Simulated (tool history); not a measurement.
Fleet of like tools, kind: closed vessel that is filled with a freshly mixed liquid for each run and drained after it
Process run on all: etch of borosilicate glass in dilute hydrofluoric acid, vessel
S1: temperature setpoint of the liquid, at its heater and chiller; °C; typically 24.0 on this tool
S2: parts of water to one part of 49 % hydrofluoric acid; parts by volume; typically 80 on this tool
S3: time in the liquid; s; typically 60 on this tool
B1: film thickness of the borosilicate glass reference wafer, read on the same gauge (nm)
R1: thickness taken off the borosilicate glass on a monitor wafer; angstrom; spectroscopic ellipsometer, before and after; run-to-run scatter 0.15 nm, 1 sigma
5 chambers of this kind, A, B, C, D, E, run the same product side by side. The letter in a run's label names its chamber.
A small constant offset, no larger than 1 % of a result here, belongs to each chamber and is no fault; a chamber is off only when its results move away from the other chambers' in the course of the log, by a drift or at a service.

run   hour    S1  S2  S3       B1      R1
 1E    6.5  24.0  80  60   99.992  290.26
 2A   14.8  24.0  80  60  100.010  292.12
      15.0  -- chamber B: hydrofluoric acid flow meter replaced
 3B   26.9  24.0  80  60  100.000  287.17
 4C   35.3  24.0  80  60  100.010  292.24
 5D   48.0  24.0  80  60  100.010  285.94
 6A   61.4  24.0  80  60  100.040  290.89
 7D   68.1  24.0  80  60  100.010  290.94
 8B   80.6  24.0  80  60  100.040  290.91
 9C   87.1  24.0  80  60  100.000  288.50
10E   96.7  24.0  80  35  100.000  166.79
     100.1  -- chamber A: thermometer replaced
11C  111.2  24.0  80  35   99.986  168.61
     119.0  -- chamber E: thermometer replaced
12B  119.4  24.0  80  35   99.986  169.83
     123.7  -- chamber D: hydrofluoric acid flow meter replaced
13E  132.6  24.0  80  35   99.987  167.42
14D  144.1  24.0  80  35  100.010  168.43
15A  156.0  27.5  80  60   99.995  337.92
     163.3  -- chamber A: hydrofluoric acid flow meter replaced
16A  168.0  27.5  80  60   99.981  334.14
17D  179.5  27.5  80  60   99.996  331.97
18E  192.8  27.5  80  60  100.000  330.25
19B  205.4  27.5  80  60  100.020  331.70
20C  217.3  28.5  80  60  100.040  347.07
21C  225.6  28.5  80  60  100.020  347.53
22A  239.6  28.5  80  60   99.975  350.23
23D  251.1  28.5  80  60   99.994  347.19
24E  262.1  28.5  80  60   99.985  345.77
25B  272.7  24.0  80  60   99.997  289.54
26E  279.5  24.0  80  60  100.020  290.56
27B  288.7  24.0  80  60  100.010  290.75
28D  295.7  24.0  80  60  100.030  289.72
29C  308.3  24.0  80  60   99.980  291.25
30A  319.5  24.0  80  60  100.020  294.13
31E  333.9  24.0  80  60   99.997  289.53
32D  345.5  24.0  80  60   99.980  288.90

One chamber off, gauge drift, or nothing amiss beyond the chambers' own small offsets? If it is a chamber, which one, and what is the likeliest cause?

All chambers stay in line apart from their small fixed offsets, and the gauge does not drift.
